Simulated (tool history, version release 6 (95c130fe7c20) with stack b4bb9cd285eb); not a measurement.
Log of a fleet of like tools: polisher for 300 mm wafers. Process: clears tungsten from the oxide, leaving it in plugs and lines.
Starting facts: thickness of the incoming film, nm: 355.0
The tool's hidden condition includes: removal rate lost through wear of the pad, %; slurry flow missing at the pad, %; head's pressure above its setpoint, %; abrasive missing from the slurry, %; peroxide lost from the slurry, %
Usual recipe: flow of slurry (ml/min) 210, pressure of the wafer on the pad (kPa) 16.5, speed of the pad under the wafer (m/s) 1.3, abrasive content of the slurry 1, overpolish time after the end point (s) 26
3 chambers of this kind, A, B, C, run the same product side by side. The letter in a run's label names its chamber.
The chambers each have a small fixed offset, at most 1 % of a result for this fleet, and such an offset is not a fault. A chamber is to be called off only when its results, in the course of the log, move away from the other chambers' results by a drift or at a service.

run,day,flow of slurry (ml/min),pressure of the wafer on the pad (kPa),speed of the pad under the wafer (m/s),abrasive content of the slurry,overpolish time after the end point (s),wafers polished on this pad,hours since the slurry nozzle was cleaned,hours since the head pressure was calibrated,hours since the slurry blender was calibrated,hours since the slurry got fresh peroxide,time until the end point was called (s)
# day 0.071: chamber A: slurry tank refilled with fresh slurry and peroxide
1C,0.196,210,16.5,1.3,1,26,749,247.6,292.6,175.7,33.1,110.81
2B,0.296,210,16.5,1.3,1,26,283,212.1,472.4,259.8,22.9,108.97
3A,0.438,210,16.5,1.3,1,26,286,373.7,398.3,147.7,8.8,105.89
4C,0.662,210,16.5,1.3,1,26,837,258.8,303.8,186.9,44.3,109.07
5B,0.888,210,16.5,1.3,1,26,394,226.3,486.6,274,37.1,107.85
6A,1.062,210,16.5,1.3,1,26,404,388.7,413.3,162.7,23.8,108.39
7C,1.233,210,16.5,1.3,1,26,945,272.5,317.5,200.6,58,107.68
8B,1.4,150,16.5,1.3,1,34,491,238.6,498.9,286.3,49.4,109.99
9A,1.575,150,16.5,1.3,1,34,501,401,425.6,175,36.1,113.82
10B,1.692,150,16.5,1.3,1,34,546,245.6,505.9,293.3,56.4,114.94
11A,1.796,210,16.5,1.3,1,26,543,406.3,430.9,180.3,41.4,108.92
12C,1.942,210,16.5,1.3,1,26,1078,289.5,334.5,217.6,75,106.82
13C,2.088,210,16.5,1.3,1,26,1106,293,338,221.1,78.5,108.92
14A,2.217,210,16.5,1.3,1,26,622,416.4,441,190.4,51.5,105.53
# day 2.342: chamber A: slurry blender recalibrated
15B,2.408,210,16.5,1.3,1,26,681,262.8,523.1,310.5,73.6,107.04
16B,2.554,210,16.5,1.3,1,26,709,266.3,526.6,314,77.1,106.87
17C,2.662,260,16.5,1.3,1.2,26,1214,306.8,351.8,234.9,92.3,103.44
18A,2.767,260,16.5,1.3,1.2,26,726,429.6,454.2,10.3,64.7,102.29
19A,2.862,260,16.5,1.3,1.2,26,744,431.9,456.5,12.6,67,99.605
20C,3.088,210,16.5,1.3,1,26,1295,317,362,245.1,102.5,110.69
21B,3.196,210,16.5,1.3,1,26,830,281.7,542,329.4,92.5,109.82
22C,3.321,210,16.5,1.3,1,26,1339,322.6,367.6,250.7,108.1,114.78
# day 3.438: chamber C: worn pad replaced by a new one
# day 3.462: chamber A: slurry tank refilled with fresh slurry and peroxide
23B,3.496,210,16.5,1.3,1,26,887,288.9,549.2,336.6,99.7,108.09
24A,3.667,210,16.5,1.3,1,26,896,451.2,475.8,31.9,5,104.55
25B,3.854,210,21.4,1.74,1,26,954,297.5,557.8,345.2,108.3,60.32
26A,3.996,210,21.4,1.74,1,26,958,459.1,483.7,39.8,12.9,62.535
27C,4.183,210,21.4,1.74,1,26,140,343.3,388.3,271.4,128.8,68.894
# day 4.242: chamber B: slurry tank refilled with fresh slurry and peroxide
28C,4.371,210,16.5,1.3,1,26,176,347.8,392.8,275.9,133.3,118.94
29A,4.525,210,16.5,1.3,1,26,1058,471.8,496.4,52.5,25.6,107.09
30B,4.646,210,16.5,1.3,1,26,1104,316.5,576.8,364.2,9.7,108.83
31A,4.746,210,16.5,1.3,1,26,1100,477.1,501.7,57.8,30.9,106
32B,4.908,210,16.5,1.3,1,26,1153,322.8,583.1,370.5,16,106.98
# day 5.112: chamber B: head pressure recalibrated
33C,5.133,210,16.5,1.3,1,26,320,366.1,411.1,294.2,151.6,123.53
# day 5.179: chamber A: worn pad replaced by a new one
34A,5.258,210,16.5,1.3,1,26,15,489.4,514,70.1,43.2,107.29
35C,5.388,210,16.5,1.3,1,26,368,372.2,417.2,300.3,157.7,123.88
36B,5.525,150,22.1,1.3,1,26,1270,337.6,10,385.3,30.8,85.729
37A,5.708,150,22.1,1.3,1,26,100,500.2,524.8,80.9,54,82.767
38B,5.925,150,22.1,1.3,1,26,1345,347.2,19.6,394.9,40.4,83.001
39C,6.138,210,16.5,1.3,1,26,509,390.2,435.2,318.3,175.7,129.35
40C,6.258,210,16.5,1.3,1,26,532,393.1,438.1,321.2,178.6,131.08
# day 6.338: chamber C: slurry blender recalibrated
41A,6.358,210,16.5,1.3,1,26,223,515.8,540.4,96.5,69.6,106.99
42B,6.558,210,16.5,1.3,1,26,1465,362.4,34.8,410.1,55.6,105.59
43B,6.738,210,16.5,1.3,1,26,1499,366.7,39.1,414.4,59.9,106.03
44C,6.933,210,16.5,1.3,1,26,660,409.3,454.3,14.4,194.8,136.63

Has any chamber moved away from the others, gradually or after a service, or does the common gauge drift, or do the chambers differ only by their own small steady offsets? State the chamber and the most likely cause if one applies.

Little by little, chamber C moves away from the other chambers.
Most likely cause: peroxide lost from the slurry, % = 44.4.

Below are 4 candidate recipes for chamber C's next run, each the usual settings with a change, their results shown as question marks. Which of them brings C's results back in line with what the other chambers give on the usual settings?
A result is in line if it is within this distance of the other chambers' mean on the usual settings: time until the end point was called (s) 6.4
45C-1,7.096,205,14.5,1.14,1,26,,,,,,?
45C-2,7.096,205,13.8,1.04,1,26,,,,,,?
45C-3,7.096,215,18.6,1.46,1,26,,,,,,?
45C-4,7.096,215,20,1.6,1,26,,,,,,?

On the usual settings, the other chambers give on average: time until the end point was called (s) 107.36
run,time until the end point was called (s)
45C-1,178.57
45C-2,206.02
45C-3,107.01
45C-4,90.732
With 45C-3, the chamber falls back in line with the rest.
